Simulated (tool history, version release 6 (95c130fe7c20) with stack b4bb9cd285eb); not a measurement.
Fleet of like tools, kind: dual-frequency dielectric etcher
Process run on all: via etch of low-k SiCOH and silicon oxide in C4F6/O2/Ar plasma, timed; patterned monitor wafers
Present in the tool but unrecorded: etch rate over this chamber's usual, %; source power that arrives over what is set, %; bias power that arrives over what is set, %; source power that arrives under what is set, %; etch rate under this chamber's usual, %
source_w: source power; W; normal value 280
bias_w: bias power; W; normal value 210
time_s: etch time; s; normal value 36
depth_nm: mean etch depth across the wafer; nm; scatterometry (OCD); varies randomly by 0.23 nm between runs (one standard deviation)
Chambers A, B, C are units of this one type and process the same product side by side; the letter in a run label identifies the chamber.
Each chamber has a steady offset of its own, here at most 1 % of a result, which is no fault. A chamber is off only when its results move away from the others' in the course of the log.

run,hour,source_w,bias_w,time_s,hours since the last wet clean,hours since the last source power generator calibration,hours since the last bias power generator calibration,"read-back reference wafer on the same gauge, depth_nm",depth_nm
1A,3.1,280,210,36,146.2,2163.6,1302.5,96.409,85.283
2C,8.9,280,210,36,159.5,2534.9,4096.6,96.452,85.419
3B,13.5,280,210,36,84.4,5072.5,4236.6,96.351,85.387
4B,16.9,280,210,36,87.8,5075.9,4240,96.382,85.829
5C,20.2,340,210,30.5,170.8,2546.2,4107.9,96.421,78.2
6A,24.1,340,210,30.5,167.2,2184.6,1323.5,96.442,78.404
7C,29.4,340,210,30.5,180,2555.4,4117.1,96.439,78.015
8B,34.6,280,210,36,105.5,5093.6,4257.7,96.372,85.863
9A,37.6,280,210,36,180.7,2198.1,1337,96.38,85.431
10A,41.2,280,210,36,184.3,2201.7,1340.6,96.368,85.478
11C,46.1,280,210,36,196.7,2572.1,4133.8,96.358,85.119
12B,51.4,280,210,36,122.3,5110.4,4274.5,96.361,85.874
13A,57,280,210,36,200.1,2217.5,1356.4,96.392,85.822
14C,60.3,280,228,30,210.9,2586.3,4148,96.358,73.109
15B,64.1,280,228,30,135,5123.1,4287.2,96.388,73.485
16C,68.1,280,228,30,218.7,2594.1,4155.8,96.342,73.225
17B,72.8,280,210,36,143.7,5131.8,4295.9,96.383,85.834
18A,77.4,300,210,36,220.5,2237.9,1376.8,96.358,87.639
19B,82.9,300,210,36,153.8,5141.9,4306,96.327,88.332
20A,85.5,300,210,36,228.6,2246,1384.9,96.445,88.238
21C,88.5,280,210,36,239.1,2614.5,4176.2,96.478,85.105
22B,92.1,280,210,36,163,5151.1,4315.2,96.385,85.644
23C,96.2,280,210,36,246.8,2622.2,4183.9,96.344,84.674
24A,100.9,280,210,36,244,2261.4,1400.3,96.42,85.521
25A,105.8,280,210,36,248.9,2266.3,1405.2,96.416,85.376
26B,108.7,340,210,25.5,179.6,5167.7,4331.8,96.462,65.619
27C,112.1,340,210,25.5,262.7,2638.1,4199.8,96.391,64.656
28C,116.6,340,210,25.5,267.2,2642.6,4204.3,96.37,64.854
29A,119.6,280,210,36,262.7,2280.1,1419,96.396,85.548
30B,124.1,280,210,36,195,5183.1,4347.2,96.354,85.489
31B,129,280,210,36,199.9,5188,4352.1,96.389,85.958
32C,132.4,280,210,36,283,2658.4,4220.1,96.427,84.406
33A,137.9,280,210,36,281,2298.4,1437.3,96.372,85.965
34C,141.2,210,232,36,291.8,2667.2,4228.9,96.339,77.805
35B,144.1,210,232,36,215,5203.1,4367.2,96.429,79.139
36A,149.5,210,232,36,292.6,2310,1448.9,96.377,79.523
37B,155.1,280,210,36,226,5214.1,4378.2,96.366,85.537
38C,158.8,280,210,36,309.4,2684.8,4246.5,96.408,83.607
39A,161.6,280,210,36,304.7,2322.1,1461,96.438,85.992

One chamber off, gauge drift, or nothing amiss beyond the chambers' own small offsets? If it is a chamber, which one, and what is the likeliest cause?

It is chamber C that slowly wanders off from its peers.
Cause: etch rate under this chamber's usual, % = 1.82.
The log may not separate it from: source power that arrives under what is set, %; bias power that arrives under what is set, %.

Below are 4 candidate recipes for chamber C's next run, each the usual settings with a change, their results shown as question marks. Which of them brings C's results back in line with what the other chambers give on the usual settings?
Allowed miss from the other chambers' usual-settings mean, per result, to count as in line: depth_nm 0.81 nm
40C-1,165.8,270,204,36,,,,,?
40C-2,165.8,280,211,36,,,,,?
40C-3,165.8,280,209,36,,,,,?
40C-4,165.8,280,223,36,,,,,?

Usual-settings mean across the other chambers: depth_nm 85.654 nm
run,depth_nm
40C-1,81.874
40C-2,83.985
40C-3,83.716
40C-4,85.57
The answer is 40C-4, which returns the chamber to within the allowed miss of the others.

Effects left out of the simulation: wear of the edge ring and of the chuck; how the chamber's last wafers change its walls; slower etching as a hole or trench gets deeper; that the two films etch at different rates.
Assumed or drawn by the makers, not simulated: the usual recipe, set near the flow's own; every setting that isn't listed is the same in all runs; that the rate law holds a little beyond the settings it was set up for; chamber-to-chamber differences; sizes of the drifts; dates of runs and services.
